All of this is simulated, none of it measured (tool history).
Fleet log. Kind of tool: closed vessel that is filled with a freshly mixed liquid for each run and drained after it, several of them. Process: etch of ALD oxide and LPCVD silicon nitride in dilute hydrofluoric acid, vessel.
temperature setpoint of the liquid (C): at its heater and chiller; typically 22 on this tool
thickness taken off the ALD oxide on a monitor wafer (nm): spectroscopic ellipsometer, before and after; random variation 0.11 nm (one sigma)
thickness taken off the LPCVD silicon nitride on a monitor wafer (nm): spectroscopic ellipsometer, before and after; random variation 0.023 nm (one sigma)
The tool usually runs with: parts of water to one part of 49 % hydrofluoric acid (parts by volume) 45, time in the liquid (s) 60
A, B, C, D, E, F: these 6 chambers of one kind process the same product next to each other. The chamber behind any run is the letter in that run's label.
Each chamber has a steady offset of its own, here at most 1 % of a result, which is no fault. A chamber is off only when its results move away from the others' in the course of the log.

run	hour	temperature setpoint of the liquid (C)	parts of water to one part of 49 % hydrofluoric acid (parts by volume)	time in the liquid (s)	hours since the thermometer was replaced	hours since the hydrofluoric acid flow meter was replaced	read-back film thickness of the ALD oxide reference wafer, read on the same gauge (nm)	read-back film thickness of the LPCVD silicon nitride reference wafer, read on the same gauge (nm)	thickness taken off the ALD oxide on a monitor wafer (nm)	thickness taken off the LPCVD silicon nitride on a monitor wafer (nm)
1F	7.1	22	45	60	1369.2	530.9	120.02	140.01	28.455	0.59931
2D	13.1	22	45	60	79.7	1242.4	120	140	28.408	0.57841
3C	16.9	22	45	60	543.1	1649.9	120.03	140.01	28.415	0.61288
4E	25	22	45	60	1814.2	1621.6	120.01	140	28.751	0.61521
5A	32.2	17	45	50	610.3	907.2	120.04	139.96	19.177	0.35809
6B	39.8	17	45	50	1523.9	727.3	120.01	139.98	19.171	0.33437
7E	43.8	17	45	50	1833	1640.4	119.99	139.97	19.059	0.36068
8F	50.3	17	45	50	1412.4	574.1	120	140.02	19.258	0.32735
9C	55.1	17	45	50	581.3	1688.1	120	139.99	19.115	0.32474
10B	59	17	45	50	1543.1	746.5	120	140.01	19.1	0.35698
11A	66.1	22	45	60	644.2	941.1	120.01	139.96	28.559	0.6077
12D	71	22	45	60	137.6	1300.3	120.02	140	28.405	0.54809
13B	75.1	22	45	60	1559.2	762.6	119.99	140	28.665	0.54493
14A	80.4	22	45	60	658.5	955.4	119.98	140.02	28.67	0.6107
15F	88.7	22	45	60	1450.8	612.5	120.02	140	28.689	0.59623
16C	96.6	22	45	60	622.8	1729.6	119.96	139.99	28.493	0.55996
17D	102.3	22	45	60	168.9	1331.6	119.99	140.02	28.491	0.58209
18E	106.9	22	45	60	1896.1	1703.5	120.03	140	28.505	0.59212
# hour 108.1: chamber E: hydrofluoric acid flow meter replaced
19B	111.7	22	45	60	1595.8	799.2	120.01	140.01	28.495	0.58072
20F	118.2	19.5	45	40	1480.3	642	120.01	140	17.064	0.35315
21A	122.8	19.5	45	40	700.9	997.8	119.99	140.02	17.136	0.3356
22C	128.9	19.5	45	40	655.1	1761.9	120	140.04	16.983	0.31619
23D	134.7	19.5	45	40	201.3	1364	120.02	140.02	16.981	0.33491
24E	143.1	19.5	45	40	1932.3	35	120	140.02	17.292	0.31568
25E	147.9	19.5	45	40	1937.1	39.8	120.01	139.98	17.271	0.33469
26B	155.2	22	45	60	1639.3	842.7	119.98	140	28.508	0.5788
# hour 156.8: chamber E: thermometer replaced
27A	159.6	22	45	60	737.7	1034.6	119.97	140.03	28.606	0.5527
28D	165.7	22	45	60	232.3	1395	119.97	140.04	28.478	0.59606
# hour 170.8: chamber A: hydrofluoric acid flow meter replaced
29C	170.8	22	45	60	697	1803.8	119.99	140.02	28.47	0.59327
30F	175.8	22	45	60	1537.9	699.6	119.98	140.01	28.377	0.60296
31C	181	22	45	60	707.2	1814	120.01	139.98	28.412	0.58803
# hour 184.2: chamber C: hydrofluoric acid flow meter replaced
32F	185.5	22	35	60	1547.6	709.3	119.99	139.99	37.349	0.75934
33B	192.7	22	35	60	1676.8	880.2	119.97	140	37.054	0.75022
34D	199.6	22	35	60	266.2	1428.9	120.03	139.98	37.033	0.78222
35A	205.2	22	35	60	783.3	34.4	120.04	139.97	37.46	0.75653
36E	208.9	22	35	60	52.1	100.8	119.98	140.05	37.271	0.75405
37B	215.2	22	35	60	1699.3	902.7	119.99	140	37.36	0.76542
38E	219.4	22	45	60	62.6	111.3	120	140.05	28.685	0.58891
39C	227.6	19.5	45	80	753.8	43.4	120	140.01	34.145	0.67853
40A	235.1	19.5	45	80	813.2	64.3	120.02	139.98	34.187	0.69124
41D	240.6	19.5	45	80	307.2	1469.9	119.98	140.02	33.971	0.66864
42F	246.3	19.5	45	80	1608.4	770.1	119.98	140.04	34.147	0.65274
43D	252.3	19.5	45	80	318.9	1481.6	120.03	140.01	34.15	0.65481

For the next run the whole fleet of 6 chambers uses the same settings. Give each chamber's results:
44A	258.3	22	45	45					?	?
44B	258.3	22	45	45					?	?
44C	258.3	22	45	45					?	?
44D	258.3	22	45	45					?	?
44E	258.3	22	45	45					?	?
44F	258.3	22	45	45					?	?

run	thickness taken off the ALD oxide on a monitor wafer (nm)	thickness taken off the LPCVD silicon nitride on a monitor wafer (nm)
44A	21.441	0.43816
44B	21.495	0.46167
44C	21.211	0.43507
44D	21.256	0.41732
44E	21.674	0.44112
44F	21.469	0.46308

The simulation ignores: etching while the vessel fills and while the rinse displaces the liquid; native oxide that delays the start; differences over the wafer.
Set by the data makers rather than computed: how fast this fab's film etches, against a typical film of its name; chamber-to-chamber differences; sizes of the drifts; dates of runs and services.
